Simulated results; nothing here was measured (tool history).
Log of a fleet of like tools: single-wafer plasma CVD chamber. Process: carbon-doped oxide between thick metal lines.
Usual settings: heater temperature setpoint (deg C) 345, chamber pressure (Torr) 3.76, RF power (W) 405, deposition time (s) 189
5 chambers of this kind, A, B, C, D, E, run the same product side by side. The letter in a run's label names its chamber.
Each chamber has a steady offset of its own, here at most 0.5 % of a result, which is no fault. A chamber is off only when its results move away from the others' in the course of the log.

| run | hour | heater temperature setpoint (deg C) | chamber pressure (Torr) | RF power (W) | deposition time (s) | read-back reference wafer on the same gauge, thickness_nm | mean film thickness on the monitor wafer (angstrom) |
|---|---|---|---|---|---|---|---|
| 1C | 6.6 | 345 | 3.76 | 405 | 189 | 870.42 | 7999.5 |
| 2B | 13.6 | 345 | 3.76 | 405 | 189 | 870.30 | 7987.2 |
| 3A | 19.6 | 345 | 3.76 | 405 | 189 | 870.16 | 7987.5 |
| 4E | 26.4 | 345 | 3.76 | 405 | 189 | 870.92 | 8017.4 |
| 5D | 33.8 | 345 | 3.76 | 405 | 189 | 870.98 | 8036.6 |
| 6D | 40.0 | 345 | 3.76 | 405 | 189 | 871.01 | 8037.7 |
| 7A | 43.7 | 345 | 3.76 | 450 | 189 | 871.57 | 8634.1 |
| 8B | 50.0 | 345 | 3.76 | 450 | 189 | 871.32 | 8674.0 |
| 9C | 55.5 | 345 | 3.76 | 450 | 189 | 871.63 | 8659.8 |
| 10E | 60.9 | 345 | 3.76 | 450 | 189 | 872.01 | 8656.3 |
|  | 64.4 | chamber E: RF generator calibrated |
| 11D | 68.0 | 345 | 3.76 | 450 | 189 | 872.14 | 8697.0 |
| 12C | 75.3 | 345 | 3.76 | 405 | 189 | 872.73 | 8007.3 |
|  | 78.6 | chamber C: capacitance manometer re-zeroed and calibrated |
| 13B | 80.4 | 345 | 3.76 | 405 | 189 | 872.40 | 8024.5 |
|  | 85.3 | chamber D: RF generator calibrated |
| 14E | 87.8 | 345 | 3.76 | 405 | 189 | 872.86 | 8072.5 |
| 15A | 95.1 | 345 | 3.76 | 485 | 167 | 873.18 | 8006.6 |
| 16A | 99.8 | 345 | 3.76 | 485 | 167 | 873.35 | 8036.7 |
| 17D | 105.2 | 345 | 3.76 | 485 | 167 | 873.36 | 8075.2 |
| 18B | 110.6 | 345 | 3.76 | 485 | 167 | 873.67 | 8032.8 |
|  | 112.8 | chamber C: RF generator calibrated |
| 19E | 116.2 | 345 | 3.76 | 485 | 167 | 873.54 | 8070.9 |
| 20C | 122.8 | 345 | 3.76 | 405 | 189 | 873.72 | 8051.1 |
| 21E | 129.6 | 345 | 3.76 | 405 | 189 | 873.90 | 8067.5 |
| 22A | 133.0 | 345 | 3.76 | 405 | 189 | 874.11 | 8029.8 |
| 23B | 137.1 | 345 | 3.76 | 405 | 189 | 874.40 | 8024.1 |
| 24D | 141.2 | 345 | 3.76 | 405 | 189 | 874.49 | 8064.6 |
| 25C | 148.4 | 345 | 3.76 | 405 | 189 | 874.26 | 8030.0 |
| 26D | 152.0 | 351 | 3.76 | 405 | 212 | 874.60 | 8907.7 |
| 27A | 156.6 | 351 | 3.76 | 405 | 212 | 874.96 | 8869.8 |
| 28C | 162.4 | 351 | 3.76 | 405 | 212 | 875.48 | 8888.9 |
| 29B | 166.7 | 351 | 3.76 | 405 | 212 | 875.56 | 8889.1 |
| 30E | 170.8 | 351 | 3.76 | 405 | 212 | 875.49 | 8921.0 |
| 31A | 174.8 | 345 | 3.76 | 405 | 189 | 875.52 | 8011.7 |
| 32D | 179.2 | 351 | 3.76 | 430 | 189 | 875.86 | 8310.4 |
| 33E | 182.7 | 351 | 3.76 | 430 | 189 | 875.63 | 8294.9 |
| 34B | 186.9 | 351 | 3.76 | 430 | 189 | 875.87 | 8278.4 |

All 5 chambers run these settings next. Forecast each chamber's results:
| 35A | 192.3 | 345 | 3.76 | 405 | 189 |  | ? |
| 35B | 192.3 | 345 | 3.76 | 405 | 189 |  | ? |
| 35C | 192.3 | 345 | 3.76 | 405 | 189 |  | ? |
| 35D | 192.3 | 345 | 3.76 | 405 | 189 |  | ? |
| 35E | 192.3 | 345 | 3.76 | 405 | 189 |  | ? |

| run | mean film thickness on the monitor wafer (angstrom) |
|---|---|
| 35A | 8060.4 |
| 35B | 8062.7 |
| 35C | 8055.2 |
| 35D | 8069.1 |
| 35E | 8085.1 |

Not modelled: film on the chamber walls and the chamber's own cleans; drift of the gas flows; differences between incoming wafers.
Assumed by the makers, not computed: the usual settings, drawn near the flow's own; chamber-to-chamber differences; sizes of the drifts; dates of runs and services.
